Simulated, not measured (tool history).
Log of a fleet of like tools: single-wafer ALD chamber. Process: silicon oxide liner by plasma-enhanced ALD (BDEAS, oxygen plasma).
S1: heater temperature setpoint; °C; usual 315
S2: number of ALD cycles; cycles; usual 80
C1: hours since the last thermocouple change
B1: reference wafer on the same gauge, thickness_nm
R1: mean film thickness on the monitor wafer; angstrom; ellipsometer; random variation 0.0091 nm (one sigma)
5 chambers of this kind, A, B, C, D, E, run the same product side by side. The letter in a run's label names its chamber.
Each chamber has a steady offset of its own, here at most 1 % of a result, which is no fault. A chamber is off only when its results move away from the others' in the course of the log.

Run 1E, hour 12.4: usual settings; C1 1450.2; B1 7.9591. Result: R1 72.763 angstrom.
Run 2C, hour 21.5: usual settings; C1 93.7; B1 7.9587. Result: R1 72.252 angstrom.
Run 3A, hour 32.9: usual settings; C1 492.2; B1 7.9591. Result: R1 72.971 angstrom.
Run 4B, hour 43.9: usual settings; C1 94.3; B1 7.9566. Result: R1 72.96 angstrom.
Run 5D, hour 56: usual settings; C1 2179.9; B1 7.9516. Result: R1 72.331 angstrom.
Run 6A, hour 66: usual settings but S1 304 °C, S2 88 cycles; C1 525.3; B1 7.9535. Result: R1 81.592 angstrom.
Run 7C, hour 72.8: usual settings but S1 304 °C, S2 88 cycles; C1 145; B1 7.953. Result: R1 80.74 angstrom.
Run 8D, hour 83.9: usual settings but S1 304 °C, S2 88 cycles; C1 2207.8; B1 7.9525. Result: R1 80.631 angstrom.
Run 9B, hour 90.6: usual settings but S1 304 °C, S2 88 cycles; C1 141; B1 7.9528. Result: R1 81.547 angstrom.
Run 10E, hour 97.5: usual settings but S1 304 °C, S2 88 cycles; C1 1535.3; B1 7.9489. Result: R1 81.366 angstrom.
Run 11C, hour 108.1: usual settings; C1 180.3; B1 7.9508. Result: R1 72.15 angstrom.
Run 12A, hour 120.3: usual settings; C1 579.6; B1 7.9504. Result: R1 73.013 angstrom.
Run 13E, hour 127.6: usual settings but S1 302 °C; C1 1565.4; B1 7.9476. Result: R1 74.1 angstrom.
Run 14B, hour 134.2: usual settings but S1 302 °C; C1 184.6; B1 7.9472. Result: R1 74.243 angstrom.
Run 15D, hour 145.2: usual settings but S1 302 °C; C1 2269.1; B1 7.9471. Result: R1 73.464 angstrom.
Run 16D, hour 156.7: usual settings but S1 302 °C; C1 2280.6; B1 7.9448. Result: R1 73.593 angstrom.
Run 17B, hour 163.3: usual settings but S1 302 °C; C1 213.7; B1 7.9444. Result: R1 74.263 angstrom.
Run 18A, hour 173: usual settings; C1 632.3; B1 7.944. Result: R1 73.016 angstrom.
Run 19C, hour 183.1: usual settings but S1 302 °C, S2 72 cycles; C1 255.3; B1 7.9433. Result: R1 66.217 angstrom.
Run 20E, hour 195: usual settings but S1 302 °C, S2 72 cycles; C1 1632.8; B1 7.9456. Result: R1 66.709 angstrom.
Run 21C, hour 205.2: usual settings but S1 302 °C, S2 72 cycles; C1 277.4; B1 7.9448. Result: R1 66.257 angstrom.
Run 22A, hour 218: usual settings but S1 302 °C, S2 72 cycles; C1 677.3; B1 7.94. Result: R1 66.856 angstrom.
Run 23E, hour 230: usual settings but S1 302 °C, S2 72 cycles; C1 1667.8; B1 7.9389. Result: R1 66.619 angstrom.
Run 24B, hour 237.4: usual settings; C1 287.8; B1 7.9403. Result: R1 72.888 angstrom.
Run 25D, hour 243.3: usual settings; C1 2367.2; B1 7.9402. Result: R1 72.101 angstrom.
At hour 246.4: chamber D: thermocouple changed; heater temperature recalibrated.
Run 26A, hour 255.2: usual settings; C1 714.5; B1 7.9401. Result: R1 72.906 angstrom.
Run 27E, hour 267.6: usual settings; C1 1705.4; B1 7.9345. Result: R1 72.729 angstrom.
Run 28D, hour 280.1: usual settings; C1 33.8; B1 7.9338. Result: R1 72.106 angstrom.
Run 29B, hour 287.9: usual settings but S1 301 °C, S2 92 cycles; C1 338.3; B1 7.9368. Result: R1 85.502 angstrom.
Run 30C, hour 301.2: usual settings but S1 301 °C, S2 92 cycles; C1 373.4; B1 7.9338. Result: R1 84.713 angstrom.
Run 31A, hour 312.1: usual settings but S1 301 °C, S2 92 cycles; C1 771.4; B1 7.9338. Result: R1 85.409 angstrom.
Run 32E, hour 324.5: usual settings but S1 301 °C, S2 92 cycles; C1 1762.3; B1 7.9324. Result: R1 84.955 angstrom.
Run 33B, hour 330.9: usual settings but S1 301 °C, S2 92 cycles; C1 381.3; B1 7.9306. Result: R1 85.15 angstrom.
Run 34D, hour 343.1: usual settings; C1 96.8; B1 7.93. Result: R1 71.969 angstrom.
Run 35C, hour 352.8: usual settings but S2 88 cycles; C1 425; B1 7.9271. Result: R1 79.373 angstrom.
Run 36B, hour 364.9: usual settings but S2 88 cycles; C1 415.3; B1 7.9272. Result: R1 79.893 angstrom.
Run 37E, hour 373.6: usual settings but S2 88 cycles; C1 1811.4; B1 7.925. Result: R1 79.842 angstrom.
Run 38C, hour 387.3: usual settings but S2 88 cycles; C1 459.5; B1 7.9261. Result: R1 79.439 angstrom.
Run 39D, hour 395.9: usual settings but S2 88 cycles; C1 149.6; B1 7.9264. Result: R1 79.21 angstrom.
Run 40A, hour 405.4: usual settings; C1 864.7; B1 7.9225. Result: R1 72.78 angstrom.
Run 41B, hour 413.7: usual settings; C1 464.1; B1 7.9219. Result: R1 72.638 angstrom.
Run 42E, hour 425.7: usual settings; C1 1863.5; B1 7.9212. Result: R1 72.517 angstrom.
Run 43C, hour 438: usual settings; C1 510.2; B1 7.9194. Result: R1 72.141 angstrom.
Run 44D, hour 448.2: usual settings; C1 201.9; B1 7.9172. Result: R1 71.942 angstrom.

All 5 chambers run these settings next. Forecast each chamber's results:
Run 45A, hour 458: usual settings. Result: R1 ?.
Run 45B, hour 458: usual settings. Result: R1 ?.
Run 45C, hour 458: usual settings. Result: R1 ?.
Run 45D, hour 458: usual settings. Result: R1 ?.
Run 45E, hour 458: usual settings. Result: R1 ?.

run      R1
45A  72.868
45B  72.641
45C  72.204
45D  72.001
45E  72.423

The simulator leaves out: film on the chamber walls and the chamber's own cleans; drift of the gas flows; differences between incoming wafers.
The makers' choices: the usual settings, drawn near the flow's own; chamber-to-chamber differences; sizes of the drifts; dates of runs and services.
